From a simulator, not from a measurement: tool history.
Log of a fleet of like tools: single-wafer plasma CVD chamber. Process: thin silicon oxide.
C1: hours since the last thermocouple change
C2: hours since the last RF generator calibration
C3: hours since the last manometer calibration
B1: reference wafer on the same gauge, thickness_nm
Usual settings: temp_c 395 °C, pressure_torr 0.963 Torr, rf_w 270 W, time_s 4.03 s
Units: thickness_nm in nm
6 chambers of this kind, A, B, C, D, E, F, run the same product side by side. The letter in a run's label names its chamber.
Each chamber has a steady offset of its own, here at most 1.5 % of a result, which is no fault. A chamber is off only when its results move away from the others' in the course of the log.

{"run": "1C", "hour": 8.1, "temp_c": 395, "pressure_torr": 0.963, "rf_w": 270, "time_s": 4.03, "C1": 1097.9, "C2": 1203.2, "C3": 1010.4, "B1": 7.6299, "thickness_nm": 8.3334}
{"run": "2E", "hour": 21.4, "temp_c": 395, "pressure_torr": 0.963, "rf_w": 270, "time_s": 4.03, "C1": 1362.6, "C2": 2160.4, "C3": 551.8, "B1": 7.6293, "thickness_nm": 8.2476}
{"run": "3D", "hour": 32.9, "temp_c": 395, "pressure_torr": 0.963, "rf_w": 270, "time_s": 4.03, "C1": 1669.5, "C2": 1137.6, "C3": 368.4, "B1": 7.6285, "thickness_nm": 8.3148}
{"run": "4B", "hour": 41.8, "temp_c": 395, "pressure_torr": 0.963, "rf_w": 270, "time_s": 4.03, "C1": 1905.3, "C2": 609.8, "C3": 1042.3, "B1": 7.6283, "thickness_nm": 8.5049}
{"run": "5F", "hour": 50.8, "temp_c": 395, "pressure_torr": 0.963, "rf_w": 270, "time_s": 4.03, "C1": 125.8, "C2": 277.1, "C3": 1444.9, "B1": 7.6262, "thickness_nm": 8.348}
{"run": "6A", "hour": 65.7, "temp_c": 395, "pressure_torr": 0.963, "rf_w": 270, "time_s": 4.03, "C1": 1518.5, "C2": 325.5, "C3": 684.3, "B1": 7.6308, "thickness_nm": 8.3173}
{"run": "7F", "hour": 80.3, "temp_c": 395, "pressure_torr": 0.963, "rf_w": 270, "time_s": 4.03, "C1": 155.3, "C2": 306.6, "C3": 1474.4, "B1": 7.6258, "thickness_nm": 8.3158}
{"run": "8D", "hour": 90.6, "temp_c": 395, "pressure_torr": 0.963, "rf_w": 270, "time_s": 4.03, "C1": 1727.2, "C2": 1195.3, "C3": 426.1, "B1": 7.6293, "thickness_nm": 8.3171}
{"run": "9A", "hour": 99.8, "temp_c": 395, "pressure_torr": 0.963, "rf_w": 270, "time_s": 4.03, "C1": 1552.6, "C2": 359.6, "C3": 718.4, "B1": 7.6293, "thickness_nm": 8.3217}
{"run": "10B", "hour": 112.2, "temp_c": 395, "pressure_torr": 0.775, "rf_w": 220, "time_s": 4.03, "C1": 1975.7, "C2": 680.2, "C3": 1112.7, "B1": 7.6339, "thickness_nm": 6.3231}
{"run": "11C", "hour": 126.7, "temp_c": 395, "pressure_torr": 0.775, "rf_w": 220, "time_s": 4.03, "C1": 1216.5, "C2": 1321.8, "C3": 1129, "B1": 7.631, "thickness_nm": 6.3251}
{"run": "12E", "hour": 137.1, "temp_c": 395, "pressure_torr": 0.775, "rf_w": 220, "time_s": 4.03, "C1": 1478.3, "C2": 2276.1, "C3": 667.5, "B1": 7.6329, "thickness_nm": 6.2102}
{"run": "13B", "hour": 145.5, "temp_c": 395, "pressure_torr": 0.775, "rf_w": 220, "time_s": 4.03, "C1": 2009, "C2": 713.5, "C3": 1146, "B1": 7.6272, "thickness_nm": 6.3279}
{"run": "14F", "hour": 156.2, "temp_c": 395, "pressure_torr": 0.775, "rf_w": 220, "time_s": 4.03, "C1": 231.2, "C2": 382.5, "C3": 1550.3, "B1": 7.632, "thickness_nm": 6.3244}
{"run": "15C", "hour": 164.0, "temp_c": 395, "pressure_torr": 0.775, "rf_w": 220, "time_s": 4.03, "C1": 1253.8, "C2": 1359.1, "C3": 1166.3, "B1": 7.6324, "thickness_nm": 6.3531}
{"run": "16A", "hour": 177.2, "temp_c": 395, "pressure_torr": 0.963, "rf_w": 270, "time_s": 4.03, "C1": 1630, "C2": 437, "C3": 795.8, "B1": 7.6229, "thickness_nm": 8.3085}
{"run": "17E", "hour": 186.6, "temp_c": 395, "pressure_torr": 0.963, "rf_w": 270, "time_s": 4.03, "C1": 1527.8, "C2": 2325.6, "C3": 717, "B1": 7.6251, "thickness_nm": 8.2983}
{"run": "18D", "hour": 201.0, "temp_c": 395, "pressure_torr": 0.963, "rf_w": 270, "time_s": 4.03, "C1": 1837.6, "C2": 1305.7, "C3": 536.5, "B1": 7.6285, "thickness_nm": 8.3369}
{"hour": 203.3, "done": "chamber E: RF generator calibrated"}
{"hour": 210.6, "done": "chamber B: thermocouple changed; heater temperature recalibrated"}
{"run": "19D", "hour": 210.6, "temp_c": 395, "pressure_torr": 0.963, "rf_w": 270, "time_s": 4.03, "C1": 1847.2, "C2": 1315.3, "C3": 546.1, "B1": 7.632, "thickness_nm": 8.2882}
{"hour": 220.4, "done": "chamber E: thermocouple changed; heater temperature recalibrated"}
{"run": "20E", "hour": 223.8, "temp_c": 395, "pressure_torr": 0.963, "rf_w": 220, "time_s": 4.71, "C1": 3.5, "C2": 20.5, "C3": 754.2, "B1": 7.6299, "thickness_nm": 8.7929}
{"run": "21C", "hour": 237.3, "temp_c": 395, "pressure_torr": 0.963, "rf_w": 220, "time_s": 4.71, "C1": 1327.1, "C2": 1432.4, "C3": 1239.6, "B1": 7.627, "thickness_nm": 8.8782}
{"run": "22F", "hour": 247.7, "temp_c": 395, "pressure_torr": 0.963, "rf_w": 220, "time_s": 4.71, "C1": 322.7, "C2": 474, "C3": 1641.8, "B1": 7.6299, "thickness_nm": 8.8749}
{"run": "23B", "hour": 254.4, "temp_c": 395, "pressure_torr": 0.963, "rf_w": 220, "time_s": 4.71, "C1": 43.9, "C2": 822.4, "C3": 1254.9, "B1": 7.6327, "thickness_nm": 8.9912}
{"run": "24A", "hour": 264.4, "temp_c": 395, "pressure_torr": 0.963, "rf_w": 220, "time_s": 4.71, "C1": 1717.2, "C2": 524.2, "C3": 883, "B1": 7.6317, "thickness_nm": 8.8553}
{"run": "25A", "hour": 278.1, "temp_c": 395, "pressure_torr": 0.963, "rf_w": 220, "time_s": 4.71, "C1": 1730.9, "C2": 537.9, "C3": 896.7, "B1": 7.6293, "thickness_nm": 8.8567}
{"run": "26E", "hour": 290.9, "temp_c": 395, "pressure_torr": 0.963, "rf_w": 270, "time_s": 4.03, "C1": 70.6, "C2": 87.6, "C3": 821.3, "B1": 7.6281, "thickness_nm": 8.2729}
{"run": "27F", "hour": 299.0, "temp_c": 395, "pressure_torr": 0.963, "rf_w": 270, "time_s": 4.03, "C1": 374, "C2": 525.3, "C3": 1693.1, "B1": 7.6252, "thickness_nm": 8.3159}
{"run": "28B", "hour": 312.8, "temp_c": 395, "pressure_torr": 0.963, "rf_w": 270, "time_s": 4.03, "C1": 102.3, "C2": 880.8, "C3": 1313.3, "B1": 7.6281, "thickness_nm": 8.4581}
{"run": "29D", "hour": 319.7, "temp_c": 395, "pressure_torr": 0.963, "rf_w": 270, "time_s": 4.03, "C1": 1956.3, "C2": 1424.4, "C3": 655.2, "B1": 7.6306, "thickness_nm": 8.297}
{"hour": 320.3, "done": "chamber D: thermocouple changed; heater temperature recalibrated"}
{"run": "30C", "hour": 330.8, "temp_c": 395, "pressure_torr": 1.065, "rf_w": 270, "time_s": 4.03, "C1": 1420.6, "C2": 1525.9, "C3": 1333.1, "B1": 7.6297, "thickness_nm": 8.9904}
{"run": "31D", "hour": 337.5, "temp_c": 395, "pressure_torr": 1.065, "rf_w": 270, "time_s": 4.03, "C1": 17.2, "C2": 1442.2, "C3": 673, "B1": 7.628, "thickness_nm": 8.8771}
{"run": "32A", "hour": 347.8, "temp_c": 395, "pressure_torr": 1.065, "rf_w": 270, "time_s": 4.03, "C1": 1800.6, "C2": 607.6, "C3": 966.4, "B1": 7.6314, "thickness_nm": 8.9647}
{"hour": 355.7, "done": "chamber B: RF generator calibrated"}
{"run": "33F", "hour": 359.5, "temp_c": 395, "pressure_torr": 1.065, "rf_w": 270, "time_s": 4.03, "C1": 434.5, "C2": 585.8, "C3": 1753.6, "B1": 7.6271, "thickness_nm": 8.8807}
{"hour": 367.5, "done": "chamber C: thermocouple changed; heater temperature recalibrated"}
{"run": "34C", "hour": 371.7, "temp_c": 395, "pressure_torr": 1.065, "rf_w": 270, "time_s": 4.03, "C1": 4.2, "C2": 1566.8, "C3": 1374, "B1": 7.6315, "thickness_nm": 8.9557}
{"run": "35E", "hour": 378.8, "temp_c": 395, "pressure_torr": 1.065, "rf_w": 270, "time_s": 4.03, "C1": 158.5, "C2": 175.5, "C3": 909.2, "B1": 7.629, "thickness_nm": 8.8662}
{"hour": 381.3, "done": "chamber C: RF generator calibrated"}
{"hour": 386.3, "done": "chamber C: capacitance manometer re-zeroed and calibrated"}
{"run": "36B", "hour": 390.8, "temp_c": 395, "pressure_torr": 0.963, "rf_w": 270, "time_s": 4.03, "C1": 180.3, "C2": 35.1, "C3": 1391.3, "B1": 7.6335, "thickness_nm": 8.4678}
{"run": "37E", "hour": 401.2, "temp_c": 395, "pressure_torr": 0.963, "rf_w": 270, "time_s": 4.03, "C1": 180.9, "C2": 197.9, "C3": 931.6, "B1": 7.628, "thickness_nm": 8.277}
{"hour": 410.9, "done": "chamber A: capacitance manometer re-zeroed and calibrated"}
{"run": "38B", "hour": 411.8, "temp_c": 395, "pressure_torr": 0.963, "rf_w": 270, "time_s": 4.03, "C1": 201.3, "C2": 56.1, "C3": 1412.3, "B1": 7.627, "thickness_nm": 8.4764}
{"run": "39D", "hour": 426.0, "temp_c": 395, "pressure_torr": 0.963, "rf_w": 270, "time_s": 4.03, "C1": 105.7, "C2": 1530.7, "C3": 761.5, "B1": 7.6276, "thickness_nm": 8.3146}
{"run": "40C", "hour": 438.1, "temp_c": 395, "pressure_torr": 0.963, "rf_w": 270, "time_s": 4.03, "C1": 70.6, "C2": 56.8, "C3": 51.9, "B1": 7.6322, "thickness_nm": 8.3772}
{"run": "41F", "hour": 451.2, "temp_c": 395, "pressure_torr": 0.963, "rf_w": 270, "time_s": 4.03, "C1": 526.2, "C2": 677.5, "C3": 1845.3, "B1": 7.6226, "thickness_nm": 8.3243}
{"run": "42A", "hour": 459.0, "temp_c": 395, "pressure_torr": 0.963, "rf_w": 270, "time_s": 4.03, "C1": 1911.8, "C2": 718.8, "C3": 48.1, "B1": 7.6253, "thickness_nm": 8.3367}

What goes on in this fleet: one chamber off, a drifting gauge, or nothing beyond the chambers' own small offsets? Name the chamber and the cause, if any.

No chamber stands off beyond its own small offset, and the gauge holds steady.
